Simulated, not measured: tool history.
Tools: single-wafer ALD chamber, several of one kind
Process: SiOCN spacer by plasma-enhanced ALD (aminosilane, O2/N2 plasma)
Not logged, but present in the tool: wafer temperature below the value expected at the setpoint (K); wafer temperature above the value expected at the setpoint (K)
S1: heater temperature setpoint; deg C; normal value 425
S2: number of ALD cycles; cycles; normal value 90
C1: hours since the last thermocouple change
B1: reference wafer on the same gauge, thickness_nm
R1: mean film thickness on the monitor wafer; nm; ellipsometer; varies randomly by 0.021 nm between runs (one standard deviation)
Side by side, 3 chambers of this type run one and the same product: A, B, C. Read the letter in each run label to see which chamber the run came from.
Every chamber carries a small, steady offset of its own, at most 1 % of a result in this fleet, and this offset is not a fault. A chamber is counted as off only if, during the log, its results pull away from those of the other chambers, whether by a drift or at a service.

run	hour	S1	S2	C1	B1	R1
1C	5	425	90	1940.5	5.8515	5.0223
2B	11.3	425	90	203.8	5.8537	5.0394
3A	16.7	425	90	803.6	5.8512	5.0502
4B	23.2	425	90	215.7	5.8499	4.9844
5A	28.4	425	90	815.3	5.8526	5.0493
6C	32.3	425	90	1967.8	5.8516	5.0733
7C	35.9	418	75	1971.4	5.8467	4.3119
8B	42.4	418	75	234.9	5.8544	4.2461
9A	46.3	418	75	833.2	5.8497	4.3292
10C	51.6	425	90	1987.1	5.8493	5.0352
11B	54.8	413	78	247.3	5.8514	4.4765
12A	58.2	413	78	845.1	5.8413	4.5556
13A	61.3	413	78	848.2	5.8517	4.5158
14B	67.3	425	90	259.8	5.8477	5.013
15C	70.2	425	90	2005.7	5.8466	5.0222
16B	74.4	425	90	266.9	5.8424	5.0216
17C	80.1	425	90	2015.6	5.8462	5.0749
18A	85.4	425	90	872.3	5.8512	5.0479
19A	91.7	425	90	878.6	5.8545	5.0777
20B	97.2	425	90	289.7	5.851	4.9963

All 3 chambers run these settings next. Forecast each chamber's results:
21A	102	430	90			?
21B	102	430	90			?
21C	102	430	90			?

run	R1
21A	5.0243
21B	4.9118
21C	4.951

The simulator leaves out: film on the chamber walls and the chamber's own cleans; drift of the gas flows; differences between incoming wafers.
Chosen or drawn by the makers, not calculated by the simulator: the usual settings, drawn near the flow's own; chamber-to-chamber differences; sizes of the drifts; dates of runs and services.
